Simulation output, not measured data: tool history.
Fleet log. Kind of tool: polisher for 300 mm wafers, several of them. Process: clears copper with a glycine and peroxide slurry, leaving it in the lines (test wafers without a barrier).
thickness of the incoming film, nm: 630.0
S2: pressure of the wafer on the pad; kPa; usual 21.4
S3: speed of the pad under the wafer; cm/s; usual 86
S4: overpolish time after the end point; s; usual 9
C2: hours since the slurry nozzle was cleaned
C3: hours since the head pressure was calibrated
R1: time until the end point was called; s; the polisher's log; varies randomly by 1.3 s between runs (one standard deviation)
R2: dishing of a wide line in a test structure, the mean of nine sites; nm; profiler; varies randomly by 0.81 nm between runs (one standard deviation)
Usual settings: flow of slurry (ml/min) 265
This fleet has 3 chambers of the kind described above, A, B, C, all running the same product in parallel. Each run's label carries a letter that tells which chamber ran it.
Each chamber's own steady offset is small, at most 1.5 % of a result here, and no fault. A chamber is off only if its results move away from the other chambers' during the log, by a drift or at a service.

{"run": "1A", "hour": 14.7, "flow of slurry (ml/min)": 265, "S2": 21.4, "S3": 86, "S4": 9, "wafers polished on this pad": 203, "C2": 297.4, "C3": 775.6, "R1": 107.54, "R2": 36.419}
{"run": "2C", "hour": 28.3, "flow of slurry (ml/min)": 265, "S2": 21.4, "S3": 86, "S4": 9, "wafers polished on this pad": 503, "C2": 49.0, "C3": 345.2, "R1": 105.14, "R2": 36.034}
{"run": "3B", "hour": 38.0, "flow of slurry (ml/min)": 265, "S2": 21.4, "S3": 86, "S4": 9, "wafers polished on this pad": 1067, "C2": 322.1, "C3": 518.5, "R1": 104.08, "R2": 35.753}
{"hour": 38.1, "done": "chamber B: head pressure recalibrated"}
{"hour": 46.5, "done": "chamber B: worn pad replaced by a new one"}
{"run": "4C", "hour": 50.9, "flow of slurry (ml/min)": 265, "S2": 21.4, "S3": 86, "S4": 9, "wafers polished on this pad": 744, "C2": 71.6, "C3": 367.8, "R1": 103.57, "R2": 37.148}
{"run": "5A", "hour": 64.6, "flow of slurry (ml/min)": 265, "S2": 21.4, "S3": 74, "S4": 5, "wafers polished on this pad": 733, "C2": 347.3, "C3": 825.5, "R1": 119.46, "R2": 20.155}
{"run": "6B", "hour": 80.9, "flow of slurry (ml/min)": 265, "S2": 21.4, "S3": 74, "S4": 5, "wafers polished on this pad": 365, "C2": 365.0, "C3": 42.8, "R1": 117.49, "R2": 20.185}
{"run": "7A", "hour": 90.4, "flow of slurry (ml/min)": 265, "S2": 21.4, "S3": 74, "S4": 5, "wafers polished on this pad": 1007, "C2": 373.1, "C3": 851.3, "R1": 120.42, "R2": 19.597}
{"hour": 90.9, "done": "chamber B: slurry nozzle cleaned"}
{"run": "8B", "hour": 98.5, "flow of slurry (ml/min)": 265, "S2": 21.4, "S3": 86, "S4": 9, "wafers polished on this pad": 552, "C2": 7.6, "C3": 60.4, "R1": 104.22, "R2": 35.382}
{"run": "9C", "hour": 106.0, "flow of slurry (ml/min)": 265, "S2": 21.4, "S3": 108, "S4": 7, "wafers polished on this pad": 1329, "C2": 126.7, "C3": 422.9, "R1": 88.036, "R2": 33.969}
{"hour": 111.6, "done": "chamber C: worn pad replaced by a new one"}
{"run": "10C", "hour": 118.0, "flow of slurry (ml/min)": 265, "S2": 21.4, "S3": 108, "S4": 7, "wafers polished on this pad": 69, "C2": 138.7, "C3": 434.9, "R1": 85.391, "R2": 34.276}
{"run": "11A", "hour": 128.5, "flow of slurry (ml/min)": 265, "S2": 21.4, "S3": 108, "S4": 7, "wafers polished on this pad": 1412, "C2": 411.2, "C3": 889.4, "R1": 88.921, "R2": 32.226}
{"hour": 131.9, "done": "chamber A: worn pad replaced by a new one"}
{"run": "12B", "hour": 137.0, "flow of slurry (ml/min)": 265, "S2": 21.4, "S3": 86, "S4": 9, "wafers polished on this pad": 962, "C2": 46.1, "C3": 98.9, "R1": 103.85, "R2": 36.42}
{"run": "13B", "hour": 144.5, "flow of slurry (ml/min)": 205, "S2": 29.0, "S3": 86, "S4": 9, "wafers polished on this pad": 1041, "C2": 53.6, "C3": 106.4, "R1": 85.059, "R2": 42.417}
{"hour": 154.1, "done": "chamber C: head pressure recalibrated"}
{"run": "14C", "hour": 158.0, "flow of slurry (ml/min)": 205, "S2": 29.0, "S3": 86, "S4": 9, "wafers polished on this pad": 494, "C2": 178.7, "C3": 3.9, "R1": 83.756, "R2": 41.701}
{"hour": 162.9, "done": "chamber B: worn pad replaced by a new one"}
{"run": "15A", "hour": 168.4, "flow of slurry (ml/min)": 205, "S2": 29.0, "S3": 86, "S4": 9, "wafers polished on this pad": 388, "C2": 451.1, "C3": 929.3, "R1": 84.519, "R2": 42.481}
{"hour": 173.0, "done": "chamber A: slurry nozzle cleaned"}
{"run": "16B", "hour": 184.0, "flow of slurry (ml/min)": 265, "S2": 21.4, "S3": 86, "S4": 9, "wafers polished on this pad": 224, "C2": 93.1, "C3": 145.9, "R1": 105.23, "R2": 36.279}
{"run": "17A", "hour": 196.2, "flow of slurry (ml/min)": 265, "S2": 25.5, "S3": 74, "S4": 9, "wafers polished on this pad": 684, "C2": 23.3, "C3": 957.1, "R1": 103.96, "R2": 37.187}
{"run": "18C", "hour": 204.0, "flow of slurry (ml/min)": 265, "S2": 25.5, "S3": 74, "S4": 9, "wafers polished on this pad": 983, "C2": 224.7, "C3": 49.9, "R1": 102.42, "R2": 37.476}
{"run": "19B", "hour": 217.9, "flow of slurry (ml/min)": 265, "S2": 25.5, "S3": 74, "S4": 9, "wafers polished on this pad": 585, "C2": 127.0, "C3": 179.8, "R1": 102.23, "R2": 38.068}
{"run": "20A", "hour": 229.5, "flow of slurry (ml/min)": 265, "S2": 21.4, "S3": 86, "S4": 9, "wafers polished on this pad": 1038, "C2": 56.6, "C3": 990.4, "R1": 105.53, "R2": 35.974}
{"run": "21C", "hour": 241.0, "flow of slurry (ml/min)": 265, "S2": 21.4, "S3": 86, "S4": 9, "wafers polished on this pad": 1376, "C2": 261.7, "C3": 86.9, "R1": 104.29, "R2": 36.398}
{"run": "22C", "hour": 254.3, "flow of slurry (ml/min)": 265, "S2": 21.4, "S3": 86, "S4": 9, "wafers polished on this pad": 1517, "C2": 275.0, "C3": 100.2, "R1": 104.65, "R2": 35.542}
{"hour": 255.7, "done": "chamber C: worn pad replaced by a new one"}
{"hour": 256.8, "done": "chamber A: worn pad replaced by a new one"}
{"run": "23A", "hour": 264.6, "flow of slurry (ml/min)": 325, "S2": 21.4, "S3": 86, "S4": 12, "wafers polished on this pad": 83, "C2": 91.7, "C3": 1025.5, "R1": 101.88, "R2": 47.151}
{"hour": 277.5, "done": "chamber B: worn pad replaced by a new one"}
{"run": "24B", "hour": 280.1, "flow of slurry (ml/min)": 325, "S2": 21.4, "S3": 86, "S4": 12, "wafers polished on this pad": 28, "C2": 189.2, "C3": 242.0, "R1": 101.11, "R2": 46.179}
{"run": "25C", "hour": 287.5, "flow of slurry (ml/min)": 325, "S2": 21.4, "S3": 86, "S4": 12, "wafers polished on this pad": 338, "C2": 308.2, "C3": 133.4, "R1": 102.51, "R2": 45.655}
{"run": "26A", "hour": 298.4, "flow of slurry (ml/min)": 265, "S2": 21.4, "S3": 86, "S4": 9, "wafers polished on this pad": 443, "C2": 125.5, "C3": 1059.3, "R1": 104.35, "R2": 37.695}
{"run": "27B", "hour": 306.0, "flow of slurry (ml/min)": 265, "S2": 21.4, "S3": 86, "S4": 9, "wafers polished on this pad": 303, "C2": 215.1, "C3": 267.9, "R1": 105.13, "R2": 35.722}
{"run": "28B", "hour": 314.8, "flow of slurry (ml/min)": 265, "S2": 21.4, "S3": 86, "S4": 9, "wafers polished on this pad": 397, "C2": 223.9, "C3": 276.7, "R1": 105.42, "R2": 35.587}
{"run": "29C", "hour": 323.0, "flow of slurry (ml/min)": 265, "S2": 21.4, "S3": 86, "S4": 9, "wafers polished on this pad": 715, "C2": 343.7, "C3": 168.9, "R1": 105.16, "R2": 35.47}

Has any chamber moved away from the others, gradually or after a service, or does the common gauge drift, or do the chambers differ only by their own small steady offsets? State the chamber and the most likely cause if one applies.

The fleet is healthy, with each chamber sitting at its usual small offset and no drift in the gauge.
